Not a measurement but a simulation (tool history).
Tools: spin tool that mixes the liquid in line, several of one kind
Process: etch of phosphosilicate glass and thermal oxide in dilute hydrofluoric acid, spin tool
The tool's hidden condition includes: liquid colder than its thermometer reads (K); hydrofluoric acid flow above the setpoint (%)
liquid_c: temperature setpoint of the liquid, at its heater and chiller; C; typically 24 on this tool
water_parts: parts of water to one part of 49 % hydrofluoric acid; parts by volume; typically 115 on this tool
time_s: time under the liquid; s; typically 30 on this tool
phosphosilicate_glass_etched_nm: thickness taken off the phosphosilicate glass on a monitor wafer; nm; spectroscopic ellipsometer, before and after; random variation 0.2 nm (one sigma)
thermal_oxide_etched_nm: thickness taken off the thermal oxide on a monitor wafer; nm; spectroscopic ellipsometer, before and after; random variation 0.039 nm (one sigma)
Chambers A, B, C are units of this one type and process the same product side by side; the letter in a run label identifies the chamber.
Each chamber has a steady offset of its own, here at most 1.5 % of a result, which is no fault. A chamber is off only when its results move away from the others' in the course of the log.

run	hour	liquid_c	water_parts	time_s	hours since the thermometer was replaced	hours since the hydrofluoric acid flow meter was replaced	read-back film thickness of the phosphosilicate glass reference wafer, read on the same gauge (nm)	read-back film thickness of the thermal oxide reference wafer, read on the same gauge (nm)	phosphosilicate_glass_etched_nm	thermal_oxide_etched_nm
1C	6.3	24	115	30	1695.2	893.7	100.02	140.01	47.081	1.2382
2B	18.2	24	115	30	575.7	375.3	99.993	140	46.248	1.1941
3A	29.9	24	115	30	145.7	328.5	100	140.01	46.306	1.1829
4C	38.7	24	115	30	1727.6	926.1	99.978	140.01	47.139	1.2025
5B	47.7	24	115	30	605.2	404.8	100	139.99	46.558	1.2126
6A	60.4	24	115	30	176.2	359	100.04	140	45.991	1.2289
7B	72.9	24	145	30	630.4	430	99.985	140.01	35.409	0.91069
8C	80.8	24	145	30	1769.7	968.2	100	140	36.317	0.89781
9A	92.6	24	145	30	208.4	391.2	100.02	140	35.74	0.91883
10B	103.5	24	115	30	661	460.6	100.02	139.97	46.38	1.1329
11A	111.2	22	115	45	227	409.8	99.988	139.97	64.082	1.6385
12C	118.3	22	115	45	1807.2	1005.7	100.02	140	64.976	1.5802
13C	131.1	22	115	45	1820	1018.5	99.983	139.98	65.418	1.6393
14B	138.4	24	115	30	695.9	495.5	100	140.01	47.11	1.1716
15A	150.1	24	115	30	265.9	448.7	100.02	140.02	46.359	1.1753
16A	159.8	24	115	30	275.6	458.4	99.977	139.99	46.369	1.1749
17C	170.6	24	115	30	1859.5	1058	100.01	139.98	47.56	1.0864
18B	180.1	24	115	30	737.6	537.2	100	140.01	46.41	1.2043
19C	189.2	21.5	115	30	1878.1	1076.6	100.02	139.99	42.34	1.09
20B	200.6	21.5	115	30	758.1	557.7	100.03	140.01	41.974	1.067
21A	209.8	21.5	115	30	325.6	508.4	100.02	140	41.864	1.0689
22B	220	24	115	30	777.5	577.1	99.982	140.01	46.45	1.1328
23C	231	24	115	30	1919.9	1118.4	99.97	140.02	47.181	1.1629
24A	238.2	24	115	30	354	536.8	100.02	139.98	46.238	1.2009
25C	246	24	115	30	1934.9	1133.4	100.01	139.97	47.265	1.0977
26B	254.5	24	115	15	812	611.6	100.02	140	23.395	0.58178
27A	263.3	24	115	15	379.1	561.9	99.988	140	23.108	0.62304
28C	273.5	24	115	15	1962.4	1160.9	99.975	139.99	23.578	0.58085
29A	280	24	115	30	395.8	578.6	100.01	140.02	46.239	1.2269
30B	290.3	24	115	30	847.8	647.4	99.976	139.96	46.303	1.2294
31B	302.8	24	115	30	860.3	659.9	100.01	140.01	46.377	1.1968
32C	312.5	24	115	30	2001.4	1199.9	99.992	139.96	47.261	1.1883
33A	324.4	24	115	30	440.2	623	100.01	140	46.694	1.1155
34B	336.5	24	115	30	894	693.6	100.01	140.02	46.306	1.167
35C	349.4	24	115	30	2038.3	1236.8	100	139.99	47.48	1.2691
36A	362.2	26.5	65	30	478	660.8	100.01	140	95.861	2.4681
37C	371.6	26.5	65	30	2060.5	1259	100	140.03	97.911	2.3292
38B	379.8	26.5	65	30	937.3	736.9	100.01	139.99	97.5	2.3975
39A	389.6	24	115	30	505.4	688.2	100	140.03	45.973	1.205
40B	395.4	24	115	30	952.9	752.5	99.973	139.99	46.621	1.2028

Is one chamber out of step, is the gauge drifting, or do the chambers differ by no more than their own small offsets? For an off chamber, give its letter and the likeliest cause.

No chamber stands off beyond its own small offset, and the gauge holds steady.
